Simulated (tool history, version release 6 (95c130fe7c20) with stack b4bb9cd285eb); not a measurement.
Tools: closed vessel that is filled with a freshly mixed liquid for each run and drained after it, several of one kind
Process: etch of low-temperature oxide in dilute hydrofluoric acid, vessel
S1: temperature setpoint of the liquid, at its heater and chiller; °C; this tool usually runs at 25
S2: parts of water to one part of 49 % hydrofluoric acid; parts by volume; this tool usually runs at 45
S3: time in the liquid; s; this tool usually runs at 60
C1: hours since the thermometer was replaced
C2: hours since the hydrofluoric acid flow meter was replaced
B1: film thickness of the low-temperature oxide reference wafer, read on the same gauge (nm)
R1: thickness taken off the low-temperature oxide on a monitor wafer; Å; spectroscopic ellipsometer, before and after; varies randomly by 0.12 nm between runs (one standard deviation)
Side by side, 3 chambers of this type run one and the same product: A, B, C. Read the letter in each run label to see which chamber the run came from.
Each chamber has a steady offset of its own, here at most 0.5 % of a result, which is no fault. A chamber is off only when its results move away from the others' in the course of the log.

Run 1A, hour 9.6: usual settings; C1 1325.9; C2 30.3; B1 119.97. Result: R1 158.99 Å.
Run 2C, hour 20.7: usual settings; C1 2228.1; C2 330.9; B1 120.05. Result: R1 157.58 Å.
Run 3B, hour 32.3: usual settings; C1 954.1; C2 330.5; B1 119.96. Result: R1 159.03 Å.
Run 4B, hour 40.1: usual settings; C1 961.9; C2 338.3; B1 119.99. Result: R1 158.08 Å.
Run 5A, hour 48.6: usual settings but S1 23 °C, S3 35 s; C1 1364.9; C2 69.3; B1 120.01. Result: R1 85.823 Å.
Run 6C, hour 58.7: usual settings but S1 23 °C, S3 35 s; C1 2266.1; C2 368.9; B1 119.96. Result: R1 84.682 Å.
Run 7B, hour 66.6: usual settings but S1 23 °C, S3 35 s; C1 988.4; C2 364.8; B1 120. Result: R1 85.893 Å.
Run 8C, hour 76.7: usual settings; C1 2284.1; C2 386.9; B1 120.02. Result: R1 162.46 Å.
Run 9A, hour 84.5: usual settings; C1 1400.8; C2 105.2; B1 119.99. Result: R1 157.83 Å.
Run 10A, hour 95.3: usual settings; C1 1411.6; C2 116; B1 120.01. Result: R1 160.57 Å.
Run 11B, hour 105.3: usual settings; C1 1027.1; C2 403.5; B1 119.96. Result: R1 157.53 Å.
Run 12C, hour 110.7: usual settings; C1 2318.1; C2 420.9; B1 119.93. Result: R1 160.01 Å.
Run 13C, hour 121.6: usual settings; C1 2329; C2 431.8; B1 119.93. Result: R1 159.57 Å.
Run 14B, hour 128.5: usual settings; C1 1050.3; C2 426.7; B1 120.04. Result: R1 158.96 Å.
Run 15A, hour 133.9: usual settings but S3 80 s; C1 1450.2; C2 154.6; B1 120.01. Result: R1 213.07 Å.
Run 16A, hour 142.8: usual settings but S3 80 s; C1 1459.1; C2 163.5; B1 120.03. Result: R1 208.43 Å.
Run 17C, hour 153.8: usual settings but S3 80 s; C1 2361.2; C2 464; B1 120.01. Result: R1 212.54 Å.
Run 18B, hour 165.8: usual settings; C1 1087.6; C2 464; B1 120.03. Result: R1 156.38 Å.
Run 19B, hour 172.7: usual settings but S1 23.5 °C, S3 85 s; C1 1094.5; C2 470.9; B1 120. Result: R1 209.17 Å.
Run 20A, hour 178.3: usual settings but S1 23.5 °C, S3 85 s; C1 1494.6; C2 199; B1 120.02. Result: R1 209.92 Å.
Run 21C, hour 185: usual settings but S1 23.5 °C, S3 85 s; C1 2392.4; C2 495.2; B1 119.96. Result: R1 212.28 Å.
Run 22A, hour 192.3: usual settings but S1 21.5 °C, S3 70 s; C1 1508.6; C2 213; B1 120.03. Result: R1 162.75 Å.
Run 23C, hour 199.9: usual settings but S1 21.5 °C, S3 70 s; C1 2407.3; C2 510.1; B1 119.97. Result: R1 161.75 Å.
Run 24B, hour 211.8: usual settings but S1 21.5 °C, S3 70 s; C1 1133.6; C2 510; B1 120. Result: R1 159.58 Å.
Run 25B, hour 218.4: usual settings; C1 1140.2; C2 516.6; B1 120.02. Result: R1 158.7 Å.
Run 26C, hour 225.3: usual settings; C1 2432.7; C2 535.5; B1 120.01. Result: R1 159.02 Å.
Run 27A, hour 235.6: usual settings but S3 70 s; C1 1551.9; C2 256.3; B1 120.01. Result: R1 183.2 Å.
Run 28C, hour 243.6: usual settings but S3 70 s; C1 2451; C2 553.8; B1 120. Result: R1 184.82 Å.
Run 29B, hour 253.9: usual settings but S3 70 s; C1 1175.7; C2 552.1; B1 119.99. Result: R1 186.28 Å.
Run 30A, hour 259.5: usual settings; C1 1575.8; C2 280.2; B1 119.98. Result: R1 157.93 Å.

The same settings go to every chamber for the next run, one line per chamber below. Forecast the results for each:
Run 31A, hour 268.3: usual settings but S3 40 s. Result: R1 ?.
Run 31B, hour 268.3: usual settings but S3 40 s. Result: R1 ?.
Run 31C, hour 268.3: usual settings but S3 40 s. Result: R1 ?.

run      R1
31A  107.26
31B  105.63
31C   105.8

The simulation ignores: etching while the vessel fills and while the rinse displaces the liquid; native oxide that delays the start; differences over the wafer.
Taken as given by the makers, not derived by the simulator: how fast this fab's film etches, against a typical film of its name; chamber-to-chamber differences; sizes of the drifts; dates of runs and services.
